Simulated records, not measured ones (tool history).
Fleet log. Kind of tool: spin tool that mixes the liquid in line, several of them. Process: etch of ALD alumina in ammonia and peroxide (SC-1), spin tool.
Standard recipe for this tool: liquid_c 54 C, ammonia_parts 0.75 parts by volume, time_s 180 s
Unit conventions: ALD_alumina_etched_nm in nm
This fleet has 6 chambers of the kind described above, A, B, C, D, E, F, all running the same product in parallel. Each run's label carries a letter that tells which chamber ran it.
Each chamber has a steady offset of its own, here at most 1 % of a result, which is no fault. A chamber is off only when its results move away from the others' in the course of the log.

run   hour  liquid_c  ammonia_parts  time_s  read-back film thickness of the ALD alumina reference wafer, read on the same gauge (nm)  ALD_alumina_etched_nm
       5.8  -- chamber C: heated supply line repaired
 1F    7.8        54           0.75     180                                                                                    120.01                 8.8934
 2D   13.1        54           0.75     180                                                                                    119.99                 8.9441
      14.2  -- chamber D: ammonia flow meter replaced
 3C   18.2        54           0.75     180                                                                                    119.98                 8.9999
      26.8  -- chamber C: new drum of ammonia solution connected
 4A   28.8        54           0.75     180                                                                                    119.99                 8.8741
      37.1  -- chamber A: ammonia flow meter replaced
 5E     38        54           0.75     180                                                                                    120.03                 8.9126
 6B   44.3        54           0.75     180                                                                                    120.02                 8.9026
 7A   50.9        54           0.75     180                                                                                    120.01                 8.8816
      54.8  -- chamber A: thermometer replaced
 8B   61.6        54           0.75     180                                                                                       120                 9.1017
 9F   71.3        54           0.75     180                                                                                    120.02                 8.8663
10E   78.2        54           0.95     135                                                                                    120.01                 6.7571
11D   85.4        54           0.95     135                                                                                       120                 6.8701
12C   92.4        54           0.95     135                                                                                       120                 6.8341
13B  102.2        54           0.95     135                                                                                    119.99                 6.8066
14F  107.7        54           0.95     135                                                                                    120.02                 6.8229
     108.5  -- chamber A: heated supply line repaired
15D  113.3        54           0.95     135                                                                                    119.96                 6.8948
16E  120.7        54           0.75     180                                                                                    119.96                 8.7475
17A  126.7        54           0.75     180                                                                                    119.98                 8.7586
       129  -- chamber F: ammonia flow meter replaced
18C  132.8        54           0.75     180                                                                                       120                 8.9819
19D  143.2        54           0.75     180                                                                                    120.01                  8.928
20B  151.2        54           0.75     180                                                                                    120.02                 8.9037
21F  162.6        54           0.75     180                                                                                       120                 9.1201
22E  171.6        54           0.75     180                                                                                       120                 8.9135
23A  181.3        54           0.75     180                                                                                    119.97                 8.7879
24C  191.9        54           0.75     180                                                                                       120                 8.9474
25C  198.4        54           0.75     180                                                                                    120.02                 8.9446
26F  205.6        54           0.75     180                                                                                    120.03                 8.9925
     207.7  -- chamber F: new drum of ammonia solution connected
27D  214.5        54           0.75     180                                                                                       120                 8.9968
     217.4  -- chamber F: heated supply line repaired
28B  225.2        54           0.75     180                                                                                    120.02                  9.035
29A  234.4        54            1.1     180                                                                                    120.03                 9.2409
30E  245.9        54            1.1     180                                                                                    120.03                 9.2077
31F    256        54            1.1     180                                                                                    120.03                 9.2063
     257.4  -- chamber B: new drum of ammonia solution connected
32E  261.5        54            1.1     180                                                                                       120                 9.1523
33B  272.5        54            1.1     180                                                                                    119.99                 9.1046
34C  283.1        54            1.1     180                                                                                    119.99                 9.3948
35D  288.3      57.5           0.75     180                                                                                    119.96                 10.567
36A  295.1      57.5           0.75     180                                                                                       120                 10.629
37F  300.3      57.5           0.75     180                                                                                    119.98                 10.831
38A  306.5      57.5           0.75     180                                                                                    120.01                 10.665
39B  314.6      57.5           0.75     180                                                                                    120.01                 10.639
40E  323.5      57.5           0.75     180                                                                                    119.98                 10.532
41D  330.2        54           0.75     180                                                                                    120.01                 8.7893
42C  337.7        54           0.75     180                                                                                    120.03                 8.8489

Next, every chamber runs the same settings. What will each give?
43A   346        54           0.75     225                                                                                                                ?
43B   346        54           0.75     225                                                                                                                ?
43C   346        54           0.75     225                                                                                                                ?
43D   346        54           0.75     225                                                                                                                ?
43E   346        54           0.75     225                                                                                                                ?
43F   346        54           0.75     225                                                                                                                ?

run  ALD_alumina_etched_nm
43A                 10.855
43B                 11.174
43C                 10.987
43D                 11.144
43E                 11.103
43F                 11.143
